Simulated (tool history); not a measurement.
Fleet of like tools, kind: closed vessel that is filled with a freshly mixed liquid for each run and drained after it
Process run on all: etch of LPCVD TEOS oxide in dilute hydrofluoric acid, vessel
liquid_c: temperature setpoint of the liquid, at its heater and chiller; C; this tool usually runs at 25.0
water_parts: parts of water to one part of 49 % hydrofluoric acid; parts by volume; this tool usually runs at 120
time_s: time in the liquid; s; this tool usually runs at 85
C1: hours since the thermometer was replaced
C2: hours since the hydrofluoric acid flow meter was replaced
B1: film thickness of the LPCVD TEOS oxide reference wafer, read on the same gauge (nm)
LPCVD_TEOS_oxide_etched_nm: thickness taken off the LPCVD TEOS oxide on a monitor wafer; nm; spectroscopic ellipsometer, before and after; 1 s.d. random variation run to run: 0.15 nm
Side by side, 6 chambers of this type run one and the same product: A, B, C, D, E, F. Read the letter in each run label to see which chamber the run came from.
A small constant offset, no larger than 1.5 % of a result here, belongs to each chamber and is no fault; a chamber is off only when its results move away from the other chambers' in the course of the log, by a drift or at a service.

{"hour": 6.4, "done": "chamber C: thermometer replaced"}
{"run": "1F", "hour": 8.3, "liquid_c": 25.0, "water_parts": 120, "time_s": 85, "C1": 924.8, "C2": 345.4, "B1": 99.956, "LPCVD_TEOS_oxide_etched_nm": 15.771}
{"run": "2A", "hour": 18.9, "liquid_c": 25.0, "water_parts": 120, "time_s": 85, "C1": 1119.6, "C2": 97.9, "B1": 100.01, "LPCVD_TEOS_oxide_etched_nm": 15.61}
{"run": "3E", "hour": 28.5, "liquid_c": 25.0, "water_parts": 120, "time_s": 85, "C1": 134.3, "C2": 165.0, "B1": 100.02, "LPCVD_TEOS_oxide_etched_nm": 15.569}
{"run": "4D", "hour": 37.7, "liquid_c": 25.0, "water_parts": 120, "time_s": 85, "C1": 1185.6, "C2": 655.8, "B1": 100.02, "LPCVD_TEOS_oxide_etched_nm": 15.54}
{"run": "5C", "hour": 43.8, "liquid_c": 25.0, "water_parts": 160, "time_s": 85, "C1": 37.4, "C2": 500.4, "B1": 100.03, "LPCVD_TEOS_oxide_etched_nm": 11.484}
{"run": "6B", "hour": 51.8, "liquid_c": 25.0, "water_parts": 160, "time_s": 85, "C1": 1796.8, "C2": 1643.5, "B1": 100.02, "LPCVD_TEOS_oxide_etched_nm": 11.018}
{"run": "7D", "hour": 59.7, "liquid_c": 25.0, "water_parts": 160, "time_s": 85, "C1": 1207.6, "C2": 677.8, "B1": 99.986, "LPCVD_TEOS_oxide_etched_nm": 11.239}
{"hour": 61.3, "done": "chamber B: thermometer replaced"}
{"run": "8E", "hour": 65.4, "liquid_c": 25.0, "water_parts": 160, "time_s": 85, "C1": 171.2, "C2": 201.9, "B1": 99.991, "LPCVD_TEOS_oxide_etched_nm": 11.093}
{"run": "9B", "hour": 75.3, "liquid_c": 25.0, "water_parts": 160, "time_s": 85, "C1": 14.0, "C2": 1667.0, "B1": 99.982, "LPCVD_TEOS_oxide_etched_nm": 11.065}
{"run": "10A", "hour": 83.4, "liquid_c": 25.0, "water_parts": 160, "time_s": 85, "C1": 1184.1, "C2": 162.4, "B1": 100.04, "LPCVD_TEOS_oxide_etched_nm": 11.227}
{"run": "11C", "hour": 92.9, "liquid_c": 25.0, "water_parts": 120, "time_s": 85, "C1": 86.5, "C2": 549.5, "B1": 100.03, "LPCVD_TEOS_oxide_etched_nm": 15.52}
{"run": "12F", "hour": 99.2, "liquid_c": 25.0, "water_parts": 120, "time_s": 85, "C1": 1015.7, "C2": 436.3, "B1": 100.02, "LPCVD_TEOS_oxide_etched_nm": 15.462}
{"run": "13E", "hour": 108.7, "liquid_c": 25.0, "water_parts": 120, "time_s": 85, "C1": 214.5, "C2": 245.2, "B1": 100.02, "LPCVD_TEOS_oxide_etched_nm": 15.539}
{"hour": 110.9, "done": "chamber D: hydrofluoric acid flow meter replaced"}
{"run": "14A", "hour": 118.6, "liquid_c": 22.0, "water_parts": 120, "time_s": 115, "C1": 1219.3, "C2": 197.6, "B1": 99.998, "LPCVD_TEOS_oxide_etched_nm": 18.7}
{"run": "15D", "hour": 129.8, "liquid_c": 22.0, "water_parts": 120, "time_s": 115, "C1": 1277.7, "C2": 18.9, "B1": 100.0, "LPCVD_TEOS_oxide_etched_nm": 19.08}
{"hour": 131.0, "done": "chamber B: hydrofluoric acid flow meter replaced"}
{"run": "16B", "hour": 136.3, "liquid_c": 22.0, "water_parts": 120, "time_s": 115, "C1": 75.0, "C2": 5.4, "B1": 99.988, "LPCVD_TEOS_oxide_etched_nm": 18.986}
{"run": "17C", "hour": 146.5, "liquid_c": 22.0, "water_parts": 120, "time_s": 115, "C1": 140.1, "C2": 603.1, "B1": 99.955, "LPCVD_TEOS_oxide_etched_nm": 18.939}
{"run": "18F", "hour": 153.6, "liquid_c": 22.0, "water_parts": 120, "time_s": 115, "C1": 1070.1, "C2": 490.7, "B1": 100.01, "LPCVD_TEOS_oxide_etched_nm": 19.064}
{"run": "19D", "hour": 164.3, "liquid_c": 22.0, "water_parts": 120, "time_s": 115, "C1": 1312.2, "C2": 53.4, "B1": 99.995, "LPCVD_TEOS_oxide_etched_nm": 18.863}
{"run": "20C", "hour": 171.6, "liquid_c": 25.0, "water_parts": 120, "time_s": 85, "C1": 165.2, "C2": 628.2, "B1": 100.03, "LPCVD_TEOS_oxide_etched_nm": 15.389}
{"run": "21E", "hour": 177.7, "liquid_c": 25.0, "water_parts": 120, "time_s": 85, "C1": 283.5, "C2": 314.2, "B1": 100.06, "LPCVD_TEOS_oxide_etched_nm": 15.646}
{"run": "22F", "hour": 183.6, "liquid_c": 25.0, "water_parts": 120, "time_s": 85, "C1": 1100.1, "C2": 520.7, "B1": 100.06, "LPCVD_TEOS_oxide_etched_nm": 15.98}
{"run": "23A", "hour": 195.8, "liquid_c": 25.0, "water_parts": 120, "time_s": 85, "C1": 1296.5, "C2": 274.8, "B1": 99.955, "LPCVD_TEOS_oxide_etched_nm": 15.707}
{"run": "24B", "hour": 205.3, "liquid_c": 25.0, "water_parts": 120, "time_s": 85, "C1": 144.0, "C2": 74.4, "B1": 100.03, "LPCVD_TEOS_oxide_etched_nm": 15.517}
{"run": "25E", "hour": 212.0, "liquid_c": 25.0, "water_parts": 120, "time_s": 85, "C1": 317.8, "C2": 348.5, "B1": 100.06, "LPCVD_TEOS_oxide_etched_nm": 15.087}
{"run": "26F", "hour": 221.4, "liquid_c": 25.0, "water_parts": 70, "time_s": 85, "C1": 1137.9, "C2": 558.5, "B1": 100.03, "LPCVD_TEOS_oxide_etched_nm": 28.767}
{"run": "27C", "hour": 228.0, "liquid_c": 25.0, "water_parts": 70, "time_s": 85, "C1": 221.6, "C2": 684.6, "B1": 99.975, "LPCVD_TEOS_oxide_etched_nm": 28.049}
{"run": "28B", "hour": 235.6, "liquid_c": 25.0, "water_parts": 70, "time_s": 85, "C1": 174.3, "C2": 104.7, "B1": 99.988, "LPCVD_TEOS_oxide_etched_nm": 28.643}
{"run": "29A", "hour": 241.4, "liquid_c": 25.0, "water_parts": 70, "time_s": 85, "C1": 1342.1, "C2": 320.4, "B1": 100.0, "LPCVD_TEOS_oxide_etched_nm": 28.271}
{"run": "30D", "hour": 249.3, "liquid_c": 25.0, "water_parts": 70, "time_s": 85, "C1": 1397.2, "C2": 138.4, "B1": 100.04, "LPCVD_TEOS_oxide_etched_nm": 28.703}
{"run": "31F", "hour": 259.9, "liquid_c": 25.0, "water_parts": 70, "time_s": 85, "C1": 1176.4, "C2": 597.0, "B1": 100.0, "LPCVD_TEOS_oxide_etched_nm": 28.612}
{"run": "32E", "hour": 271.1, "liquid_c": 25.0, "water_parts": 120, "time_s": 85, "C1": 376.9, "C2": 407.6, "B1": 100.03, "LPCVD_TEOS_oxide_etched_nm": 15.653}
{"run": "33C", "hour": 280.5, "liquid_c": 25.0, "water_parts": 120, "time_s": 85, "C1": 274.1, "C2": 737.1, "B1": 99.989, "LPCVD_TEOS_oxide_etched_nm": 14.996}
{"run": "34A", "hour": 289.4, "liquid_c": 25.0, "water_parts": 120, "time_s": 85, "C1": 1390.1, "C2": 368.4, "B1": 100.03, "LPCVD_TEOS_oxide_etched_nm": 15.656}
{"run": "35B", "hour": 301.6, "liquid_c": 25.0, "water_parts": 120, "time_s": 85, "C1": 240.3, "C2": 170.7, "B1": 100.03, "LPCVD_TEOS_oxide_etched_nm": 15.574}
{"hour": 311.2, "done": "chamber E: hydrofluoric acid flow meter replaced"}
{"run": "36D", "hour": 313.2, "liquid_c": 25.0, "water_parts": 120, "time_s": 85, "C1": 1461.1, "C2": 202.3, "B1": 100.01, "LPCVD_TEOS_oxide_etched_nm": 15.734}
{"run": "37F", "hour": 324.4, "liquid_c": 25.0, "water_parts": 175, "time_s": 85, "C1": 1240.9, "C2": 661.5, "B1": 100.0, "LPCVD_TEOS_oxide_etched_nm": 10.212}
{"run": "38B", "hour": 336.4, "liquid_c": 25.0, "water_parts": 175, "time_s": 85, "C1": 275.1, "C2": 205.5, "B1": 100.01, "LPCVD_TEOS_oxide_etched_nm": 10.089}
{"run": "39A", "hour": 348.9, "liquid_c": 25.0, "water_parts": 175, "time_s": 85, "C1": 1449.6, "C2": 427.9, "B1": 99.963, "LPCVD_TEOS_oxide_etched_nm": 10.041}
{"run": "40C", "hour": 358.5, "liquid_c": 25.0, "water_parts": 175, "time_s": 85, "C1": 352.1, "C2": 815.1, "B1": 100.06, "LPCVD_TEOS_oxide_etched_nm": 9.3024}
{"hour": 364.6, "done": "chamber E: thermometer replaced"}
{"run": "41E", "hour": 367.8, "liquid_c": 25.0, "water_parts": 175, "time_s": 85, "C1": 3.2, "C2": 56.6, "B1": 100.02, "LPCVD_TEOS_oxide_etched_nm": 10.062}

Next, all 6 chambers run the settings below, one line each with question marks for the results. What does each chamber give?
{"run": "42A", "hour": 377.0, "liquid_c": 28.5, "water_parts": 120, "time_s": 85, "LPCVD_TEOS_oxide_etched_nm": "?"}
{"run": "42B", "hour": 377.0, "liquid_c": 28.5, "water_parts": 120, "time_s": 85, "LPCVD_TEOS_oxide_etched_nm": "?"}
{"run": "42C", "hour": 377.0, "liquid_c": 28.5, "water_parts": 120, "time_s": 85, "LPCVD_TEOS_oxide_etched_nm": "?"}
{"run": "42D", "hour": 377.0, "liquid_c": 28.5, "water_parts": 120, "time_s": 85, "LPCVD_TEOS_oxide_etched_nm": "?"}
{"run": "42E", "hour": 377.0, "liquid_c": 28.5, "water_parts": 120, "time_s": 85, "LPCVD_TEOS_oxide_etched_nm": "?"}
{"run": "42F", "hour": 377.0, "liquid_c": 28.5, "water_parts": 120, "time_s": 85, "LPCVD_TEOS_oxide_etched_nm": "?"}

run=42A LPCVD_TEOS_oxide_etched_nm=18.1200
run=42B LPCVD_TEOS_oxide_etched_nm=17.8430
run=42C LPCVD_TEOS_oxide_etched_nm=16.5630
run=42D LPCVD_TEOS_oxide_etched_nm=18.2720
run=42E LPCVD_TEOS_oxide_etched_nm=17.8470
run=42F LPCVD_TEOS_oxide_etched_nm=18.1370
